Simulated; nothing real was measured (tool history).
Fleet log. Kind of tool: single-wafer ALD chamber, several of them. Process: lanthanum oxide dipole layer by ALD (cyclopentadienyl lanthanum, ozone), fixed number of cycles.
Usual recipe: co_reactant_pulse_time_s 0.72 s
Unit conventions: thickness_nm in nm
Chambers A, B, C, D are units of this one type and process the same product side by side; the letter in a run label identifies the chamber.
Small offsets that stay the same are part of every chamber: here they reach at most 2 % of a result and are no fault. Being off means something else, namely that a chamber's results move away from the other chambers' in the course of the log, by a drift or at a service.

run,hour,co_reactant_pulse_time_s,"read-back reference wafer on the same gauge, thickness_nm",thickness_nm
1C,8.6,0.72,0.46419,0.44047
2B,17.6,0.72,0.46363,0.44332
3A,22.6,0.72,0.46394,0.43337
4D,29.9,0.72,0.46391,0.44193
5B,34.2,0.72,0.46351,0.44673
6A,38.7,0.85,0.4644,0.46388
7C,43.4,0.85,0.46373,0.46477
8D,52.4,0.85,0.46355,0.47298
9C,56.8,0.85,0.46438,0.47107
10B,61.8,0.45,0.46394,0.34247
11A,67.9,0.45,0.46419,0.33471
12D,72.4,0.45,0.46351,0.34814
13D,78,0.45,0.46447,0.3482
14C,82.9,0.72,0.46418,0.44119
15B,88.9,0.72,0.46336,0.44194
16A,96,0.72,0.46389,0.43325
17A,105.1,0.72,0.46378,0.43357
18B,110.4,0.72,0.46363,0.44042
19D,118.2,0.92,0.4638,0.4844
20C,124.8,0.92,0.46428,0.48378
21B,129.5,0.92,0.46351,0.48516
22D,133.9,0.92,0.46431,0.48822
23C,138.5,0.72,0.4645,0.43957
24A,147,0.72,0.46382,0.42836
25D,150.9,0.72,0.46389,0.43679
# hour 153.5: chamber A: thermocouple changed; heater temperature recalibrated
26C,156.4,0.72,0.46381,0.43791
# hour 161.5: chamber B: ozone generator serviced
27A,164.5,0.72,0.46383,0.43131
28B,170.5,0.72,0.46393,0.44263
29A,178.9,0.72,0.46355,0.43093
30B,183.5,0.72,0.46382,0.44224
31C,188.7,0.72,0.46403,0.4377
32D,193.3,0.72,0.46389,0.4396
33B,202.2,0.72,0.46377,0.4417
34C,209.5,0.72,0.4639,0.43515
35D,216.5,0.72,0.46359,0.44313
36A,221.4,0.72,0.46465,0.43549
37A,227.7,0.72,0.46464,0.43381
38D,232.7,0.72,0.46349,0.43917
39C,239.8,0.72,0.46394,0.43967
40B,247.9,0.53,0.46332,0.37991
41A,256.2,0.53,0.46394,0.37283
42C,261.2,0.53,0.46407,0.37502
43D,268.6,0.53,0.46401,0.37932
44B,275.7,0.72,0.46374,0.44196

Which is it: a chamber that has drifted or been left off by a service, a gauge drift common to all chambers, or only each chamber's usual small offset? If a chamber is off, name it and its likeliest cause.

No chamber stands off beyond its own small offset, and the gauge holds steady.
